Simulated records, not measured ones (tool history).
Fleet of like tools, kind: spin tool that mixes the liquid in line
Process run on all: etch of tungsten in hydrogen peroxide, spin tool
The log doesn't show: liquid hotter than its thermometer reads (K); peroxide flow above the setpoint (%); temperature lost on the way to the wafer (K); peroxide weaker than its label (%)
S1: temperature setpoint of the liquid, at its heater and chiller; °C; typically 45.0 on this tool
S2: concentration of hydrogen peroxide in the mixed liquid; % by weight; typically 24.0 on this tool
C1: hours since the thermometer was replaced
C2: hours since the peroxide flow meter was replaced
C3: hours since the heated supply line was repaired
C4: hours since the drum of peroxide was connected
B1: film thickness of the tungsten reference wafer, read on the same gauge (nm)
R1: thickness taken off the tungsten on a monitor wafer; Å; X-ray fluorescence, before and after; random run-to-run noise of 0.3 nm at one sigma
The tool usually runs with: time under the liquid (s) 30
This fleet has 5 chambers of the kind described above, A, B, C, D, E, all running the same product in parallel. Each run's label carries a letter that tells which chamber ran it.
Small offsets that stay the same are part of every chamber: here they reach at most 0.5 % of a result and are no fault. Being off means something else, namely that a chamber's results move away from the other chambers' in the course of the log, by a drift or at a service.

run 1A hour=3.2 | S1=45.0 S2=24.0 time_under_the_liquid_(s)=30 | C1=756.7 C2=811.1 C3=368.0 C4=967.5 | B1=99.997 | R1=327.47
-- hour=7.9 chamber A: thermometer replaced
run 2E hour=10.7 | S1=45.0 S2=24.0 time_under_the_liquid_(s)=30 | C1=1067.2 C2=250.4 C3=2757.7 C4=497.8 | B1=100.010 | R1=324.01
run 3D hour=17.8 | S1=45.0 S2=24.0 time_under_the_liquid_(s)=30 | C1=1840.3 C2=2123.0 C3=725.7 C4=1044.6 | B1=99.991 | R1=320.13
run 4B hour=23.5 | S1=45.0 S2=24.0 time_under_the_liquid_(s)=30 | C1=225.3 C2=1259.7 C3=992.5 C4=192.0 | B1=99.989 | R1=319.75
run 5C hour=29.2 | S1=45.0 S2=24.0 time_under_the_liquid_(s)=30 | C1=1512.4 C2=436.4 C3=433.2 C4=107.8 | B1=100.000 | R1=320.11
run 6C hour=35.6 | S1=45.0 S2=24.0 time_under_the_liquid_(s)=20 | C1=1518.8 C2=442.8 C3=439.6 C4=114.2 | B1=100.020 | R1=217.48
run 7D hour=40.5 | S1=45.0 S2=24.0 time_under_the_liquid_(s)=20 | C1=1863.0 C2=2145.7 C3=748.4 C4=1067.3 | B1=99.992 | R1=216.95
run 8E hour=47.5 | S1=45.0 S2=24.0 time_under_the_liquid_(s)=20 | C1=1104.0 C2=287.2 C3=2794.5 C4=534.6 | B1=100.000 | R1=217.96
run 9B hour=53.7 | S1=45.0 S2=24.0 time_under_the_liquid_(s)=20 | C1=255.5 C2=1289.9 C3=1022.7 C4=222.2 | B1=100.010 | R1=213.53
run 10A hour=60.7 | S1=45.0 S2=24.0 time_under_the_liquid_(s)=20 | C1=52.9 C2=868.6 C3=425.5 C4=1025.0 | B1=100.020 | R1=214.84
run 11A hour=65.5 | S1=45.0 S2=24.0 time_under_the_liquid_(s)=30 | C1=57.7 C2=873.4 C3=430.3 C4=1029.8 | B1=100.000 | R1=315.52
run 12D hour=70.4 | S1=49.5 S2=27.5 time_under_the_liquid_(s)=30 | C1=1892.9 C2=2175.6 C3=778.3 C4=1097.2 | B1=100.010 | R1=457.58
run 13E hour=75.3 | S1=49.5 S2=27.5 time_under_the_liquid_(s)=30 | C1=1131.8 C2=315.0 C3=2822.3 C4=562.4 | B1=100.000 | R1=462.38
run 14C hour=81.2 | S1=49.5 S2=27.5 time_under_the_liquid_(s)=30 | C1=1564.4 C2=488.4 C3=485.2 C4=159.8 | B1=100.010 | R1=459.83
run 15B hour=86.1 | S1=49.5 S2=27.5 time_under_the_liquid_(s)=30 | C1=287.9 C2=1322.3 C3=1055.1 C4=254.6 | B1=99.998 | R1=446.37
run 16A hour=93.1 | S1=49.5 S2=27.5 time_under_the_liquid_(s)=30 | C1=85.3 C2=901.0 C3=457.9 C4=1057.4 | B1=100.000 | R1=445.46
run 17B hour=99.7 | S1=45.0 S2=24.0 time_under_the_liquid_(s)=30 | C1=301.5 C2=1335.9 C3=1068.7 C4=268.2 | B1=99.996 | R1=318.88
run 18E hour=104.9 | S1=45.0 S2=24.0 time_under_the_liquid_(s)=30 | C1=1161.4 C2=344.6 C3=2851.9 C4=592.0 | B1=99.992 | R1=326.39
run 19D hour=108.3 | S1=45.0 S2=24.0 time_under_the_liquid_(s)=30 | C1=1930.8 C2=2213.5 C3=816.2 C4=1135.1 | B1=99.994 | R1=317.66
run 20C hour=114.4 | S1=45.0 S2=24.0 time_under_the_liquid_(s)=30 | C1=1597.6 C2=521.6 C3=518.4 C4=193.0 | B1=99.984 | R1=316.46
-- hour=119.1 chamber D: new drum of peroxide connected
run 21E hour=119.3 | S1=45.0 S2=24.0 time_under_the_liquid_(s)=30 | C1=1175.8 C2=359.0 C3=2866.3 C4=606.4 | B1=100.010 | R1=322.00
-- hour=126.4 chamber C: peroxide flow meter replaced
run 22D hour=126.6 | S1=45.0 S2=24.0 time_under_the_liquid_(s)=30 | C1=1949.1 C2=2231.8 C3=834.5 C4=7.6 | B1=100.010 | R1=326.98
run 23C hour=132.3 | S1=45.0 S2=24.0 time_under_the_liquid_(s)=30 | C1=1615.5 C2=6.0 C3=536.3 C4=210.9 | B1=100.010 | R1=321.93
run 24B hour=137.6 | S1=45.0 S2=24.0 time_under_the_liquid_(s)=30 | C1=339.4 C2=1373.8 C3=1106.6 C4=306.1 | B1=100.010 | R1=323.56
-- hour=140.1 chamber A: new drum of peroxide connected
run 25A hour=142.1 | S1=45.0 S2=24.0 time_under_the_liquid_(s)=30 | C1=134.3 C2=950.0 C3=506.9 C4=2.0 | B1=99.985 | R1=301.16
run 26A hour=148.2 | S1=45.0 S2=24.0 time_under_the_liquid_(s)=30 | C1=140.4 C2=956.1 C3=513.0 C4=8.1 | B1=100.000 | R1=296.99
run 27E hour=151.5 | S1=45.0 S2=24.0 time_under_the_liquid_(s)=30 | C1=1208.0 C2=391.2 C3=2898.5 C4=638.6 | B1=99.983 | R1=324.47
run 28C hour=158.2 | S1=45.0 S2=30.0 time_under_the_liquid_(s)=30 | C1=1641.4 C2=31.9 C3=562.2 C4=236.8 | B1=100.010 | R1=360.50
run 29B hour=163.1 | S1=45.0 S2=30.0 time_under_the_liquid_(s)=30 | C1=364.9 C2=1399.3 C3=1132.1 C4=331.6 | B1=99.991 | R1=361.43
run 30D hour=166.4 | S1=45.0 S2=30.0 time_under_the_liquid_(s)=30 | C1=1988.9 C2=2271.6 C3=874.3 C4=47.4 | B1=99.978 | R1=360.70
run 31A hour=171.2 | S1=45.0 S2=30.0 time_under_the_liquid_(s)=30 | C1=163.4 C2=979.1 C3=536.0 C4=31.1 | B1=100.010 | R1=333.05
run 32E hour=176.8 | S1=45.0 S2=30.0 time_under_the_liquid_(s)=30 | C1=1233.3 C2=416.5 C3=2923.8 C4=663.9 | B1=99.983 | R1=361.76
run 33D hour=181.4 | S1=45.0 S2=24.0 time_under_the_liquid_(s)=30 | C1=2003.9 C2=2286.6 C3=889.3 C4=62.4 | B1=100.000 | R1=319.21
-- hour=185.1 chamber E: peroxide flow meter replaced
run 34C hour=185.7 | S1=45.0 S2=24.0 time_under_the_liquid_(s)=30 | C1=1668.9 C2=59.4 C3=589.7 C4=264.3 | B1=99.977 | R1=323.74
run 35B hour=189.0 | S1=45.0 S2=24.0 time_under_the_liquid_(s)=30 | C1=390.8 C2=1425.2 C3=1158.0 C4=357.5 | B1=100.000 | R1=322.27
run 36E hour=192.4 | S1=45.0 S2=24.0 time_under_the_liquid_(s)=30 | C1=1248.9 C2=7.4 C3=2939.4 C4=679.5 | B1=100.010 | R1=320.90
run 37C hour=196.2 | S1=45.0 S2=24.0 time_under_the_liquid_(s)=30 | C1=1679.4 C2=69.9 C3=600.2 C4=274.8 | B1=99.989 | R1=322.73
run 38B hour=199.9 | S1=45.0 S2=24.0 time_under_the_liquid_(s)=30 | C1=401.7 C2=1436.1 C3=1168.9 C4=368.4 | B1=99.992 | R1=319.80
run 39A hour=203.2 | S1=45.0 S2=24.0 time_under_the_liquid_(s)=30 | C1=195.4 C2=1011.1 C3=568.0 C4=63.1 | B1=99.997 | R1=289.46

All 5 chambers run these settings next. Forecast each chamber's results:
run 40A hour=208.6 | S1=45.0 S2=20.5 time_under_the_liquid_(s)=30 | R1=?
run 40B hour=208.6 | S1=45.0 S2=20.5 time_under_the_liquid_(s)=30 | R1=?
run 40C hour=208.6 | S1=45.0 S2=20.5 time_under_the_liquid_(s)=30 | R1=?
run 40D hour=208.6 | S1=45.0 S2=20.5 time_under_the_liquid_(s)=30 | R1=?
run 40E hour=208.6 | S1=45.0 S2=20.5 time_under_the_liquid_(s)=30 | R1=?

run=40A R1=266.92
run=40B R1=299.01
run=40C R1=299.05
run=40D R1=298.67
run=40E R1=301.44
